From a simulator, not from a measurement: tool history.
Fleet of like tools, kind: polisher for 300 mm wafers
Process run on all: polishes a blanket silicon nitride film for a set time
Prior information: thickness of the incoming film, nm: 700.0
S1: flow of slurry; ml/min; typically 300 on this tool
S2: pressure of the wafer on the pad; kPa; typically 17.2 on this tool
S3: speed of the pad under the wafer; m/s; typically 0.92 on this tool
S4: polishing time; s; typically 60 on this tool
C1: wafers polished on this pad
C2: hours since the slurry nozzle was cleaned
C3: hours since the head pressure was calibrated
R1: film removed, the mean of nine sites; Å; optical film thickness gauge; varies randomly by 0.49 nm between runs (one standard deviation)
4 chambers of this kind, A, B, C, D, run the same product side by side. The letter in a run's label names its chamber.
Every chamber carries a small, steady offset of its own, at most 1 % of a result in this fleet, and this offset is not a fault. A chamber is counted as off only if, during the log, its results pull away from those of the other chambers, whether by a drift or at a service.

| run | hour | S1 | S2 | S3 | S4 | C1 | C2 | C3 | R1 |
|---|---|---|---|---|---|---|---|---|---|
| 1D | 3.6 | 300 | 17.2 | 0.92 | 60 | 635 | 322.9 | 309.6 | 752.60 |
| 2C | 6.5 | 300 | 17.2 | 0.92 | 60 | 498 | 115.6 | 361.8 | 756.33 |
| 3A | 9.5 | 300 | 17.2 | 0.92 | 60 | 500 | 451.0 | 728.7 | 759.53 |
| 4B | 11.6 | 300 | 17.2 | 0.92 | 60 | 145 | 179.3 | 601.5 | 760.47 |
| 5D | 14.8 | 300 | 17.2 | 0.92 | 42 | 743 | 334.1 | 320.8 | 525.71 |
| 6B | 19.3 | 300 | 17.2 | 0.92 | 42 | 219 | 187.0 | 609.2 | 528.72 |
| 7A | 21.3 | 300 | 17.2 | 0.92 | 42 | 614 | 462.8 | 740.5 | 532.72 |
| 8C | 25.5 | 300 | 17.2 | 0.92 | 42 | 682 | 134.6 | 380.8 | 527.27 |
| 9A | 28.9 | 300 | 17.2 | 0.92 | 60 | 687 | 470.4 | 748.1 | 762.93 |
|  | 29.0 | chamber D: worn pad replaced by a new one |
| 10C | 32.9 | 300 | 17.2 | 0.92 | 60 | 754 | 142.0 | 388.2 | 763.30 |
| 11D | 36.9 | 300 | 17.2 | 0.92 | 60 | 76 | 356.2 | 342.9 | 752.97 |
| 12B | 39.5 | 300 | 17.2 | 0.92 | 60 | 414 | 207.2 | 629.4 | 754.43 |
| 13A | 43.2 | 300 | 17.2 | 0.92 | 60 | 825 | 484.7 | 762.4 | 765.28 |
| 14B | 45.2 | 300 | 17.2 | 0.92 | 60 | 469 | 212.9 | 635.1 | 763.24 |
| 15D | 48.6 | 300 | 17.2 | 0.92 | 60 | 189 | 367.9 | 354.6 | 757.62 |
|  | 50.0 | chamber A: worn pad replaced by a new one |
| 16C | 51.7 | 300 | 17.2 | 0.92 | 60 | 935 | 160.8 | 407.0 | 776.21 |
|  | 55.1 | chamber C: worn pad replaced by a new one |
| 17B | 56.1 | 300 | 17.2 | 0.92 | 60 | 575 | 223.8 | 646.0 | 753.33 |
| 18A | 58.1 | 335 | 17.2 | 0.92 | 60 | 78 | 499.6 | 777.3 | 769.52 |
| 19D | 62.3 | 335 | 17.2 | 0.92 | 60 | 322 | 381.6 | 368.3 | 766.33 |
| 20C | 66.3 | 335 | 17.2 | 0.92 | 60 | 109 | 175.4 | 421.6 | 792.68 |
|  | 67.5 | chamber D: slurry nozzle cleaned |
| 21B | 69.2 | 335 | 17.2 | 0.92 | 60 | 701 | 236.9 | 659.1 | 764.42 |
| 22C | 72.2 | 300 | 17.2 | 0.92 | 60 | 166 | 181.3 | 427.5 | 788.15 |
| 23D | 74.5 | 300 | 17.2 | 0.92 | 60 | 440 | 7.0 | 380.5 | 759.38 |
| 24A | 77.3 | 300 | 17.2 | 0.92 | 60 | 264 | 518.8 | 796.5 | 768.92 |
|  | 78.1 | chamber B: worn pad replaced by a new one |
| 25B | 80.9 | 300 | 17.2 | 0.92 | 60 | 27 | 248.6 | 670.8 | 748.36 |
| 26C | 83.2 | 300 | 17.2 | 0.92 | 60 | 272 | 192.3 | 438.5 | 786.32 |
| 27D | 87.1 | 300 | 17.2 | 0.92 | 60 | 561 | 19.6 | 393.1 | 753.42 |
| 28A | 90.2 | 300 | 17.2 | 0.92 | 60 | 388 | 531.7 | 809.4 | 757.18 |
| 29B | 93.4 | 300 | 17.2 | 0.92 | 60 | 147 | 261.1 | 683.3 | 747.27 |
| 30A | 96.8 | 300 | 17.2 | 0.92 | 60 | 452 | 538.3 | 816.0 | 761.37 |
| 31D | 99.9 | 300 | 17.2 | 0.92 | 60 | 685 | 32.4 | 405.9 | 750.45 |
| 32C | 102.0 | 300 | 17.2 | 0.92 | 60 | 454 | 211.1 | 457.3 | 787.81 |
| 33C | 104.6 | 300 | 17.2 | 0.92 | 60 | 479 | 213.7 | 459.9 | 789.09 |
| 34B | 107.8 | 300 | 17.2 | 0.92 | 60 | 287 | 275.5 | 697.7 | 767.30 |
|  | 109.3 | chamber B: slurry nozzle cleaned |
| 35A | 111.3 | 300 | 17.2 | 0.92 | 60 | 592 | 552.8 | 830.5 | 756.71 |
| 36D | 114.4 | 210 | 13.1 | 0.92 | 60 | 825 | 46.9 | 420.4 | 561.06 |
|  | 116.4 | chamber B: head pressure recalibrated |
| 37D | 118.5 | 210 | 13.1 | 0.92 | 60 | 865 | 51.0 | 424.5 | 553.10 |
| 38C | 122.7 | 210 | 13.1 | 0.92 | 60 | 654 | 231.8 | 478.0 | 591.03 |
| 39A | 126.7 | 210 | 13.1 | 0.92 | 60 | 741 | 568.2 | 845.9 | 558.66 |
| 40B | 129.5 | 300 | 17.2 | 0.92 | 60 | 496 | 20.2 | 13.2 | 764.89 |
| 41C | 133.3 | 300 | 17.2 | 0.92 | 60 | 756 | 242.4 | 488.6 | 807.70 |
| 42B | 137.3 | 300 | 17.2 | 0.92 | 60 | 572 | 28.0 | 21.0 | 757.87 |
| 43A | 141.7 | 300 | 17.2 | 0.92 | 60 | 886 | 583.2 | 860.9 | 762.01 |

Which is it: a chamber that has drifted or been left off by a service, a gauge drift common to all chambers, or only each chamber's usual small offset? If a chamber is off, name it and its likeliest cause.

It is chamber C that slowly wanders off from its peers.
Likeliest cause: head's pressure above its setpoint, % = 6.82.

Here are 4 candidates for chamber C's next run, each the usual settings with a change, their results left as question marks. Which one brings its results back in line with what the others give on the usual settings?
In line here means within this much of the mean the other chambers give on the usual settings: R1 17.00 Å
| 44C-1 | 144.9 | 300 | 17.9 | 0.94 | 61 |  |  |  | ? |
| 44C-2 | 144.9 | 295 | 17.2 | 0.92 | 54 |  |  |  | ? |
| 44C-3 | 144.9 | 300 | 16.5 | 0.90 | 60 |  |  |  | ? |
| 44C-4 | 144.9 | 300 | 17.9 | 0.96 | 63 |  |  |  | ? |

Usual-settings mean across the other chambers: R1 757.28 Å
| run | R1 |
|---|---|
| 44C-1 | 867.13 |
| 44C-2 | 724.41 |
| 44C-3 | 760.42 |
| 44C-4 | 910.99 |
The right change is 44C-3: it brings the chamber back within the allowed miss of the others.
